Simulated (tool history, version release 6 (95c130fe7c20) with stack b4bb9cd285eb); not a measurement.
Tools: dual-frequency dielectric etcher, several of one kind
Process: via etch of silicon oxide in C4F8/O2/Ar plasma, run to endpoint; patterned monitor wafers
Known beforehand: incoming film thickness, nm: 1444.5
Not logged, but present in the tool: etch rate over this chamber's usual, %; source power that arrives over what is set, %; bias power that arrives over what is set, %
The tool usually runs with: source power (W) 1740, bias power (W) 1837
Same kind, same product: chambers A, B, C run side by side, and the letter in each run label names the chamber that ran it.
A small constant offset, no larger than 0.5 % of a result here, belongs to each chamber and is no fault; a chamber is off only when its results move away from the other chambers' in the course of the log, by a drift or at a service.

run	hour	source power (W)	bias power (W)	hours since the last wet clean	hours since the last source power generator calibration	hours since the last bias power generator calibration	endpoint time (s)
1C	3.6	1740	1837	31.2	715.8	438.9	309.57
2B	7.4	1740	1837	413.0	1455.0	2132.8	306.47
3A	10.7	1740	1837	129.3	422.2	756.5	308.69
4B	13.5	1740	1837	419.1	1461.1	2138.9	309.62
5A	18.2	1740	1837	136.8	429.7	764.0	306.34
6C	20.6	1740	1837	48.2	732.8	455.9	310.69
7C	23.3	1740	1837	50.9	735.5	458.6	308.76
8A	27.5	1740	1837	146.1	439.0	773.3	307.66
9B	30.2	1740	1837	435.8	1477.8	2155.6	309.92
10C	33.5	1740	1837	61.1	745.7	468.8	308.58
11A	37.0	1740	1837	155.6	448.5	782.8	306.06
12B	40.5	1740	1837	446.1	1488.1	2165.9	311.47
13B	43.9	1910	1837	449.5	1491.5	2169.3	297.01
14A	46.8	1910	1837	165.4	458.3	792.6	291.72
15C	51.3	1910	1837	78.9	763.5	486.6	298.60
16B	55.4	1740	1837	461.0	1503.0	2180.8	308.63
17C	60.5	1740	1837	88.1	772.7	495.8	309.08
18A	64.3	1740	1837	182.9	475.8	810.1	301.35
19A	69.6	1740	1837	188.2	481.1	815.4	300.90
20C	74.3	1740	1484	101.9	786.5	509.6	328.93
# hour 75.8: chamber B: source power generator calibrated
# hour 76.8: chamber B: wet clean of the chamber
21B	76.9	1740	1484	0.1	1.1	2202.3	326.32
22C	80.6	1740	1484	108.2	792.8	515.9	327.46

Next, every chamber runs the same settings. What will each give?
23A	84.5	1740	2237				?
23B	84.5	1740	2237				?
23C	84.5	1740	2237				?

run	endpoint time (s)
23A	283.63
23B	292.22
23C	292.54
